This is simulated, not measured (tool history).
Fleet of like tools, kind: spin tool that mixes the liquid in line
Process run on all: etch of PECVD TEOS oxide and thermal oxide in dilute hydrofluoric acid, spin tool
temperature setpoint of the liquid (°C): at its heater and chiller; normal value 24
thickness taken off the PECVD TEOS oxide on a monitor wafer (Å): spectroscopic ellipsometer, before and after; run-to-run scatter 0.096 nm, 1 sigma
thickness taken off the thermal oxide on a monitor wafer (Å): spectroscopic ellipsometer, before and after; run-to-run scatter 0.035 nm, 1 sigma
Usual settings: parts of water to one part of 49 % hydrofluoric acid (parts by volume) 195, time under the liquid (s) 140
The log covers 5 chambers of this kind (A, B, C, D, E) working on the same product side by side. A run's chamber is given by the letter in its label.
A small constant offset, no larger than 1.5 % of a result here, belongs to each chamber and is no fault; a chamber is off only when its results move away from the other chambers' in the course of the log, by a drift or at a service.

| run | hour | temperature setpoint of the liquid (°C) | parts of water to one part of 49 % hydrofluoric acid (parts by volume) | time under the liquid (s) | read-back film thickness of the PECVD TEOS oxide reference wafer, read on the same gauge (nm) | read-back film thickness of the thermal oxide reference wafer, read on the same gauge (nm) | thickness taken off the PECVD TEOS oxide on a monitor wafer (Å) | thickness taken off the thermal oxide on a monitor wafer (Å) |
|---|---|---|---|---|---|---|---|---|
| 1D | 13 | 24 | 195 | 140 | 40.009 | 130.01 | 133.36 | 31.84 |
| 2C | 26.2 | 24 | 195 | 140 | 40.036 | 129.99 | 133.56 | 32.011 |
| 3E | 36.7 | 24 | 195 | 140 | 39.977 | 129.99 | 134.6 | 30.737 |
| 4A | 47 | 24 | 195 | 140 | 40.041 | 129.98 | 134.35 | 31.544 |
| 5B | 61.1 | 24 | 195 | 140 | 39.962 | 130.03 | 133.54 | 30.84 |
| 6E | 75.1 | 24 | 195 | 140 | 39.998 | 130 | 134.11 | 30.97 |
| 7C | 86.3 | 24 | 195 | 140 | 39.956 | 130.02 | 133.76 | 31.533 |
|  | 96.7 | chamber C: thermometer replaced |
| 8D | 101 | 24 | 195 | 140 | 39.991 | 130 | 134.06 | 31.464 |
| 9B | 111.9 | 24 | 195 | 140 | 40.009 | 130.04 | 133.84 | 31.163 |
| 10A | 123.6 | 24 | 195 | 140 | 39.985 | 130 | 132.13 | 31.725 |
| 11C | 136.1 | 24 | 195 | 140 | 39.981 | 130.01 | 134.2 | 31.875 |
| 12B | 151.2 | 24 | 195 | 140 | 39.971 | 130 | 133.33 | 31.686 |
|  | 154.3 | chamber D: thermometer replaced |
| 13A | 159.4 | 24 | 195 | 140 | 40.004 | 130 | 134.45 | 31.634 |
| 14D | 168.1 | 24 | 195 | 140 | 39.985 | 130.01 | 133.71 | 31.944 |
| 15E | 177.7 | 24 | 195 | 140 | 39.99 | 130.01 | 133.57 | 31.418 |
| 16D | 190.9 | 24 | 195 | 140 | 39.968 | 129.99 | 133.97 | 31.602 |
| 17B | 201.7 | 24 | 195 | 140 | 40.012 | 130.01 | 132.4 | 31.648 |
| 18A | 214.2 | 24 | 195 | 140 | 39.974 | 129.99 | 133.6 | 32.089 |
| 19E | 223 | 24 | 195 | 140 | 40.003 | 129.99 | 134.2 | 30.911 |
| 20C | 234.8 | 24 | 195 | 175 | 40.039 | 130.01 | 168.92 | 39.658 |
| 21B | 247.5 | 24 | 195 | 175 | 39.963 | 130 | 167.36 | 38.725 |
| 22E | 254.9 | 24 | 195 | 175 | 39.974 | 130.03 | 167.83 | 38.827 |
|  | 261 | chamber E: hydrofluoric acid flow meter replaced |
| 23A | 264.8 | 24 | 195 | 175 | 40.006 | 130.02 | 168.49 | 39.877 |
| 24D | 279.7 | 24 | 195 | 175 | 40.001 | 130 | 168.13 | 39.412 |
| 25C | 292.7 | 24 | 195 | 140 | 39.927 | 129.99 | 134.91 | 31.962 |
| 26D | 304.2 | 24 | 195 | 140 | 40.022 | 129.99 | 133.97 | 31.618 |
| 27B | 311.2 | 24 | 195 | 140 | 39.986 | 130.01 | 132.17 | 31.534 |
| 28E | 324.9 | 24 | 195 | 140 | 39.954 | 130.03 | 133.36 | 31.643 |
| 29A | 336.6 | 24 | 195 | 140 | 39.99 | 130.01 | 135.4 | 30.895 |
| 30C | 346.1 | 24 | 195 | 140 | 40.016 | 129.99 | 133.46 | 31.832 |
| 31C | 361.1 | 24 | 195 | 140 | 39.966 | 129.99 | 133.26 | 32.002 |
| 32B | 370.4 | 24 | 195 | 140 | 40.026 | 129.99 | 133.72 | 32.044 |
| 33E | 378.9 | 24 | 195 | 140 | 40.011 | 130.02 | 133.91 | 31.198 |
| 34D | 393.4 | 24 | 195 | 140 | 40.011 | 129.98 | 135.03 | 31.874 |
| 35A | 400.5 | 26.5 | 195 | 140 | 39.984 | 129.98 | 146.01 | 34.476 |
| 36C | 411.3 | 26.5 | 195 | 140 | 40.006 | 130.02 | 146.79 | 34.557 |
| 37B | 424.7 | 26.5 | 195 | 140 | 39.983 | 129.97 | 146.81 | 34.566 |
| 38A | 437.5 | 26.5 | 195 | 140 | 40.056 | 130 | 146.14 | 35.272 |
| 39E | 449.2 | 26.5 | 195 | 140 | 39.972 | 130 | 146.28 | 34.659 |
| 40D | 458.4 | 24 | 195 | 140 | 40.011 | 130 | 133.62 | 31.506 |

For the next run the whole fleet of 5 chambers uses the same settings. Give each chamber's results:
| 41A | 469.5 | 24 | 195 | 140 |  |  | ? | ? |
| 41B | 469.5 | 24 | 195 | 140 |  |  | ? | ? |
| 41C | 469.5 | 24 | 195 | 140 |  |  | ? | ? |
| 41D | 469.5 | 24 | 195 | 140 |  |  | ? | ? |
| 41E | 469.5 | 24 | 195 | 140 |  |  | ? | ? |

| run | thickness taken off the PECVD TEOS oxide on a monitor wafer (Å) | thickness taken off the thermal oxide on a monitor wafer (Å) |
|---|---|---|
| 41A | 133.87 | 31.363 |
| 41B | 133.5 | 31.28 |
| 41C | 134.64 | 31.915 |
| 41D | 133.79 | 32.399 |
| 41E | 135.37 | 31.279 |

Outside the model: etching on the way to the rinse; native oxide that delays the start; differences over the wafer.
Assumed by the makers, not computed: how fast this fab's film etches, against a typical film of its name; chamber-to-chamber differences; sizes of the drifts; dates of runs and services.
